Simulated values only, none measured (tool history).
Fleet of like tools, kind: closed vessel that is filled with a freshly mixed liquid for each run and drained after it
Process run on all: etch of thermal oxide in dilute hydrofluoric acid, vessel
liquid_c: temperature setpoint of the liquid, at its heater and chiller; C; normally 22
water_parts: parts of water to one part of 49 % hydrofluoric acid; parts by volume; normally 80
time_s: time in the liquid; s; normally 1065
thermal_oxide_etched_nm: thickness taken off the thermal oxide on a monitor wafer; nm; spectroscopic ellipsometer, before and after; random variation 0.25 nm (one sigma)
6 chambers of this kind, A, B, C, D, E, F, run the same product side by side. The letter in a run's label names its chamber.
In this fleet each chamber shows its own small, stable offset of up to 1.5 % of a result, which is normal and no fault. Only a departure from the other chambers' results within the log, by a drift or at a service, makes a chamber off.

| run | day | liquid_c | water_parts | time_s | read-back film thickness of the thermal oxide reference wafer, read on the same gauge (nm) | thermal_oxide_etched_nm |
|---|---|---|---|---|---|---|
| 1D | 0.25 | 22 | 80 | 1065 | 60.017 | 58.378 |
| 2B | 0.567 | 22 | 80 | 1065 | 60.009 | 57.496 |
| 3F | 1.025 | 22 | 80 | 1065 | 60.009 | 57.786 |
| 4A | 1.3 | 22 | 80 | 1065 | 60.009 | 58.813 |
|  | 1.412 | chamber D: thermometer replaced |
|  | 1.521 | chamber F: hydrofluoric acid flow meter replaced |
| 5C | 1.725 | 22 | 80 | 1065 | 60.001 | 57.715 |
| 6E | 2.083 | 22 | 80 | 1065 | 60.004 | 58.163 |
| 7B | 2.458 | 22 | 80 | 1065 | 59.979 | 57.512 |
| 8A | 2.825 | 22 | 80 | 1065 | 59.999 | 58.628 |
| 9D | 3.217 | 22 | 80 | 1065 | 60.021 | 57.666 |
| 10C | 3.45 | 22 | 80 | 1065 | 60.025 | 57.936 |
| 11F | 3.942 | 22 | 80 | 1065 | 60.014 | 57.561 |
| 12E | 4.317 | 22 | 80 | 1065 | 60.013 | 58.267 |
| 13B | 4.771 | 22 | 80 | 1065 | 59.992 | 57.567 |
| 14F | 5.008 | 19 | 100 | 1065 | 59.977 | 40.052 |
| 15D | 5.262 | 19 | 100 | 1065 | 60.004 | 40.022 |
|  | 5.583 | chamber C: hydrofluoric acid flow meter replaced |
| 16C | 5.612 | 19 | 100 | 1065 | 60.042 | 39.991 |
| 17E | 5.95 | 19 | 100 | 1065 | 59.975 | 40.424 |
| 18A | 6.208 | 19 | 100 | 1065 | 59.997 | 40.486 |
| 19A | 6.567 | 19 | 100 | 1065 | 60.017 | 40.608 |
| 20E | 6.908 | 22 | 80 | 1065 | 59.966 | 58.37 |
| 21D | 7.392 | 22 | 80 | 1065 | 60.015 | 58.353 |
| 22F | 7.642 | 22 | 80 | 1065 | 60.005 | 57.466 |
|  | 7.888 | chamber B: hydrofluoric acid flow meter replaced |
| 23B | 8.129 | 22 | 80 | 1065 | 60.033 | 58.468 |
| 24C | 8.667 | 22 | 80 | 1065 | 59.99 | 57.745 |
| 25A | 9.012 | 22 | 80 | 1065 | 59.993 | 58.622 |
| 26B | 9.325 | 22 | 80 | 1065 | 59.993 | 58.197 |
| 27D | 9.85 | 22 | 80 | 1065 | 59.991 | 58.07 |
| 28C | 10.196 | 22 | 80 | 1065 | 59.987 | 58.441 |
| 29E | 10.7 | 22 | 80 | 1065 | 60 | 58.446 |
| 30F | 11.2 | 22 | 100 | 740 | 60.014 | 31.616 |
| 31C | 11.612 | 22 | 100 | 740 | 60.028 | 31.296 |
| 32F | 11.9 | 22 | 100 | 740 | 59.976 | 31.416 |
| 33B | 12.438 | 22 | 100 | 740 | 60.029 | 32.381 |
| 34A | 12.729 | 22 | 100 | 740 | 59.99 | 31.78 |
| 35D | 13.262 | 22 | 100 | 740 | 59.976 | 31.804 |
|  | 13.458 | chamber E: hydrofluoric acid flow meter replaced |
| 36E | 13.796 | 22 | 80 | 1065 | 60.006 | 58.772 |
| 37A | 14.1 | 22 | 80 | 1065 | 59.971 | 58.718 |
| 38B | 14.454 | 22 | 80 | 1065 | 60.011 | 60.194 |

All chambers now run identical settings, listed one chamber a line with results as question marks. What results will each chamber show?
| 39A | 14.842 | 22 | 80 | 1065 |  | ? |
| 39B | 14.842 | 22 | 80 | 1065 |  | ? |
| 39C | 14.842 | 22 | 80 | 1065 |  | ? |
| 39D | 14.842 | 22 | 80 | 1065 |  | ? |
| 39E | 14.842 | 22 | 80 | 1065 |  | ? |
| 39F | 14.842 | 22 | 80 | 1065 |  | ? |

| run | thermal_oxide_etched_nm |
|---|---|
| 39A | 58.511 |
| 39B | 60.261 |
| 39C | 57.474 |
| 39D | 57.767 |
| 39E | 58.468 |
| 39F | 57.772 |
